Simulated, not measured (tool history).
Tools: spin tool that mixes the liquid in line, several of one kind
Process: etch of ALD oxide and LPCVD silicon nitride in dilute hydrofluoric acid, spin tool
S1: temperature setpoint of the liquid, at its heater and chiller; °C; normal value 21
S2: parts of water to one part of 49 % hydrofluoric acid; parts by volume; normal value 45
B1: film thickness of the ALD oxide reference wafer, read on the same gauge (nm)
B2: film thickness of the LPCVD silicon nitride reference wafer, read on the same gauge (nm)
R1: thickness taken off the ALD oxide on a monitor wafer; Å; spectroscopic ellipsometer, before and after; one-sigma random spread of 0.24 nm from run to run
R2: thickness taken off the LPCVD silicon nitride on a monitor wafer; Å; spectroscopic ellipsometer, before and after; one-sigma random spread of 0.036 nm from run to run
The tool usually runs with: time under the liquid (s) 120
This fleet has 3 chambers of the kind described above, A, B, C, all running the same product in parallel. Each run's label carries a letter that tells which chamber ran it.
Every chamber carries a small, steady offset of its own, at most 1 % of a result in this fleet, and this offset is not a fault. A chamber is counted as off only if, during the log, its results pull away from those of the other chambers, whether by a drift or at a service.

run 1A day=0.5 | S1=21 S2=45 time_under_the_liquid_(s)=120 | B1=99.991 B2=139.94 | R1=394.63 R2=10.651
run 2B day=1.129 | S1=21 S2=45 time_under_the_liquid_(s)=120 | B1=99.998 B2=140.01 | R1=395.28 R2=10.828
run 3C day=1.412 | S1=21 S2=45 time_under_the_liquid_(s)=120 | B1=99.959 B2=139.96 | R1=400.84 R2=10.333
run 4B day=1.992 | S1=21 S2=45 time_under_the_liquid_(s)=120 | B1=99.995 B2=139.96 | R1=394.05 R2=10.46
run 5A day=2.421 | S1=21 S2=45 time_under_the_liquid_(s)=120 | B1=99.99 B2=140.01 | R1=398.35 R2=10.84
run 6C day=2.758 | S1=21 S2=45 time_under_the_liquid_(s)=120 | B1=100 B2=139.96 | R1=398.25 R2=11.053
run 7C day=3.05 | S1=21 S2=45 time_under_the_liquid_(s)=120 | B1=100.04 B2=139.95 | R1=398.62 R2=10.131
run 8A day=3.688 | S1=21 S2=45 time_under_the_liquid_(s)=120 | B1=99.953 B2=140.03 | R1=390.55 R2=9.9886
run 9B day=4.188 | S1=21 S2=45 time_under_the_liquid_(s)=120 | B1=100.01 B2=140.04 | R1=395.13 R2=10.806
run 10B day=4.6 | S1=21 S2=45 time_under_the_liquid_(s)=120 | B1=99.987 B2=139.99 | R1=390.32 R2=11.359
run 11C day=5.146 | S1=21 S2=45 time_under_the_liquid_(s)=120 | B1=100.06 B2=139.98 | R1=403.51 R2=10.93
run 12A day=5.579 | S1=21 S2=45 time_under_the_liquid_(s)=120 | B1=100.07 B2=140.02 | R1=395.42 R2=10.454
run 13A day=5.988 | S1=21 S2=45 time_under_the_liquid_(s)=120 | B1=100.02 B2=140.03 | R1=395.92 R2=10.407
run 14B day=6.388 | S1=24.5 S2=45 time_under_the_liquid_(s)=160 | B1=100.02 B2=139.97 | R1=611.83 R2=17.473
run 15C day=6.779 | S1=24.5 S2=45 time_under_the_liquid_(s)=160 | B1=99.991 B2=140 | R1=616.82 R2=19.425
run 16A day=7.258 | S1=24.5 S2=45 time_under_the_liquid_(s)=160 | B1=99.984 B2=139.98 | R1=610.28 R2=18.235
run 17B day=7.725 | S1=21 S2=35 time_under_the_liquid_(s)=120 | B1=100.02 B2=140.01 | R1=509.44 R2=12.935
run 18C day=8.208 | S1=21 S2=35 time_under_the_liquid_(s)=120 | B1=100.01 B2=140.01 | R1=525.46 R2=14.529
run 19A day=8.525 | S1=21 S2=35 time_under_the_liquid_(s)=120 | B1=100.01 B2=140.01 | R1=516.76 R2=13.065
run 20C day=8.904 | S1=21 S2=45 time_under_the_liquid_(s)=120 | B1=99.966 B2=139.97 | R1=395.2 R2=11.048
-- day=9.012 chamber C: hydrofluoric acid flow meter replaced
run 21B day=9.512 | S1=24.5 S2=45 time_under_the_liquid_(s)=120 | B1=100.02 B2=140 | R1=454.95 R2=14.116
run 22A day=10.046 | S1=24.5 S2=45 time_under_the_liquid_(s)=120 | B1=99.986 B2=140.01 | R1=460.62 R2=13.813
run 23C day=10.371 | S1=24.5 S2=45 time_under_the_liquid_(s)=120 | B1=99.985 B2=139.99 | R1=464.17 R2=13.245
run 24B day=10.929 | S1=21 S2=45 time_under_the_liquid_(s)=120 | B1=100 B2=140.02 | R1=400.94 R2=10.618
run 25A day=11.538 | S1=21 S2=45 time_under_the_liquid_(s)=120 | B1=99.958 B2=140.02 | R1=398.19 R2=10.48

All chambers now run identical settings, listed one chamber a line with results as question marks. What results will each chamber show?
run 26A day=12 | S1=21 S2=55 time_under_the_liquid_(s)=120 | R1=? R2=?
run 26B day=12 | S1=21 S2=55 time_under_the_liquid_(s)=120 | R1=? R2=?
run 26C day=12 | S1=21 S2=55 time_under_the_liquid_(s)=120 | R1=? R2=?

run=26A R1=316.41 R2=8.799
run=26B R1=320.4 R2=9.0092
run=26C R1=322.48 R2=8.741
